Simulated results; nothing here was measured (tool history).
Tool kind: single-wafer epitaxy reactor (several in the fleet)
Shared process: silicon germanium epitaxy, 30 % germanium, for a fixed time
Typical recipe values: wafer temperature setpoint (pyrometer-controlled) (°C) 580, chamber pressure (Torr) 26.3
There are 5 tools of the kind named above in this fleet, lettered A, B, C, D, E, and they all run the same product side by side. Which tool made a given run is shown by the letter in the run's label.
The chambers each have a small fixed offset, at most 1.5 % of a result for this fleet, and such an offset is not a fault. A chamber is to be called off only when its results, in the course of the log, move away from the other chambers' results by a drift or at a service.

run	day	wafer temperature setpoint (pyrometer-controlled) (°C)	chamber pressure (Torr)	hours since the last pyrometer calibration	hours since the last manometer calibration	read-back reference wafer on the same gauge, thickness_nm	mean film thickness on the monitor wafer (nm)
1D	0.179	580	26.3	1529.1	6.7	50.715	44.955
2E	0.512	580	26.3	655.9	2210.1	50.752	45.409
3C	0.788	580	26.3	2568.0	93.5	50.668	45.657
4A	1.083	580	26.3	270.4	1283.4	50.718	45.591
5B	1.267	580	26.3	898.3	1721.0	50.707	45.486
6A	1.600	594	21.8	282.8	1295.8	50.667	54.047
7B	1.800	594	21.8	911.1	1733.8	50.705	54.583
8D	2.117	594	21.8	1575.6	53.2	50.681	53.855
9C	2.412	594	21.8	2607.0	132.5	50.705	55.050
10E	2.658	594	21.8	707.4	2261.6	50.710	55.540
11B	2.825	580	26.3	935.7	1758.4	50.743	45.498
12C	3.100	580	26.3	2623.5	149.0	50.730	45.231
13D	3.425	580	26.3	1607.0	84.6	50.719	44.974
14A	3.662	580	26.3	332.3	1345.3	50.698	45.098
# day 3.875: chamber C: pyrometer calibrated
15E	3.883	580	26.3	736.8	2291.0	50.752	45.938
16C	4.175	572	31.8	7.3	174.8	50.661	41.959
17A	4.467	572	31.8	351.6	1364.6	50.710	41.990
18E	4.662	572	31.8	755.5	2309.7	50.729	42.283
19B	4.979	572	31.8	987.4	1810.1	50.649	41.995
20D	5.196	572	31.8	1649.5	127.1	50.684	41.317
21D	5.508	580	26.3	1657.0	134.6	50.680	44.883
22C	5.875	594	26.3	48.1	215.6	50.719	59.308
23B	6.083	594	26.3	1013.9	1836.6	50.650	58.921
24A	6.312	594	26.3	395.9	1408.9	50.707	59.090
25E	6.529	594	26.3	800.3	2354.5	50.705	59.397
26C	6.858	594	26.3	71.7	239.2	50.669	59.070
27D	7.125	580	26.3	1695.8	173.4	50.665	44.740
28A	7.400	580	26.3	422.0	1435.0	50.639	45.096
29E	7.688	580	26.3	828.1	2382.3	50.686	45.801
30B	8.029	580	26.3	1060.6	1883.3	50.649	45.241
31B	8.233	580	26.3	1065.5	1888.2	50.758	45.411
32A	8.567	573	28.7	450.0	1463.0	50.677	41.052
33D	8.908	573	28.7	1738.6	216.2	50.744	40.664
34C	9.267	573	28.7	129.5	297.0	50.683	41.343
35E	9.458	573	28.7	870.6	2424.8	50.670	40.887
36A	9.671	573	28.7	476.5	1489.5	50.695	41.047
37C	10.017	580	26.3	147.5	315.0	50.660	45.441

Has any chamber moved away from the others, gradually or after a service, or does the common gauge drift, or do the chambers differ only by their own small steady offsets? State the chamber and the most likely cause if one applies.

All chambers stay in line apart from their small fixed offsets, and the gauge does not drift.
